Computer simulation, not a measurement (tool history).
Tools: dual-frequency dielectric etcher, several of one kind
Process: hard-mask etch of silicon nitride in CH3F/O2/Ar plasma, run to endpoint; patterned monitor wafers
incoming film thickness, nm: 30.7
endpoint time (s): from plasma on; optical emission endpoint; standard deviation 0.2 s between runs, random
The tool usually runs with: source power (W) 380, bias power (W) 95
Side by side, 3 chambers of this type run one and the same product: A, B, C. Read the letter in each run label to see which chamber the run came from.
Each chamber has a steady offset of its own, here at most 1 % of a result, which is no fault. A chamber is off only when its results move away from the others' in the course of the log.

| run | hour | source power (W) | bias power (W) | endpoint time (s) |
|---|---|---|---|---|
| 1B | 12.2 | 380 | 95 | 41.331 |
| 2A | 22.9 | 380 | 95 | 40.565 |
| 3C | 37 | 380 | 95 | 41.159 |
| 4B | 47.8 | 380 | 95 | 41.676 |
| 5C | 55.3 | 380 | 95 | 41.276 |
| 6A | 65.9 | 380 | 95 | 40.835 |
| 7C | 76.7 | 380 | 95 | 40.853 |
| 8A | 83.5 | 380 | 95 | 40.698 |
| 9B | 92.4 | 380 | 95 | 41.339 |
| 10B | 106.1 | 380 | 95 | 41.507 |
| 11C | 115.6 | 380 | 95 | 41.074 |
| 12A | 128.3 | 380 | 95 | 40.701 |
| 13C | 139.1 | 380 | 95 | 41.116 |
| 14B | 151.5 | 420 | 114 | 36.958 |
| 15A | 158.2 | 420 | 114 | 36.949 |
| 16C | 170 | 420 | 114 | 36.782 |
| 17A | 181.7 | 380 | 95 | 40.912 |
| 18B | 191.8 | 380 | 109 | 39.752 |
| 19C | 206.1 | 380 | 109 | 39.305 |
|  | 210.8 | chamber C: wet clean of the chamber |
| 20B | 217.9 | 380 | 109 | 39.076 |
| 21A | 226.5 | 380 | 95 | 40.77 |
| 22A | 237.1 | 430 | 95 | 39.132 |
| 23B | 246.8 | 430 | 95 | 39.576 |
| 24C | 257.9 | 430 | 95 | 37.809 |
| 25A | 271.5 | 380 | 95 | 40.678 |
| 26C | 281.2 | 380 | 95 | 39.535 |
| 27B | 292 | 380 | 95 | 41.276 |
| 28B | 306 | 450 | 95 | 38.863 |
| 29C | 312.7 | 450 | 95 | 36.512 |
| 30A | 319.1 | 450 | 95 | 38.638 |
| 31A | 333.5 | 380 | 110 | 38.932 |
| 32B | 346.7 | 380 | 110 | 39.244 |
| 33C | 361 | 380 | 110 | 37.286 |
| 34C | 370.5 | 450 | 118 | 34.359 |
| 35A | 377.4 | 450 | 118 | 35.479 |
| 36B | 391.9 | 450 | 118 | 35.561 |
| 37A | 402.6 | 380 | 95 | 40.859 |
| 38B | 416.7 | 380 | 95 | 41.1 |
|  | 421.8 | chamber B: wet clean of the chamber |
| 39C | 425.9 | 380 | 95 | 39.475 |
| 40A | 437.4 | 380 | 95 | 40.819 |
| 41B | 449.9 | 380 | 95 | 41.301 |
| 42C | 456.7 | 380 | 95 | 38.846 |

All chambers now run identical settings, listed one chamber a line with results as question marks. What results will each chamber show?
| 43A | 467.2 | 380 | 95 | ? |
| 43B | 467.2 | 380 | 95 | ? |
| 43C | 467.2 | 380 | 95 | ? |

| run | endpoint time (s) |
|---|---|
| 43A | 41.022 |
| 43B | 41.772 |
| 43C | 39.517 |

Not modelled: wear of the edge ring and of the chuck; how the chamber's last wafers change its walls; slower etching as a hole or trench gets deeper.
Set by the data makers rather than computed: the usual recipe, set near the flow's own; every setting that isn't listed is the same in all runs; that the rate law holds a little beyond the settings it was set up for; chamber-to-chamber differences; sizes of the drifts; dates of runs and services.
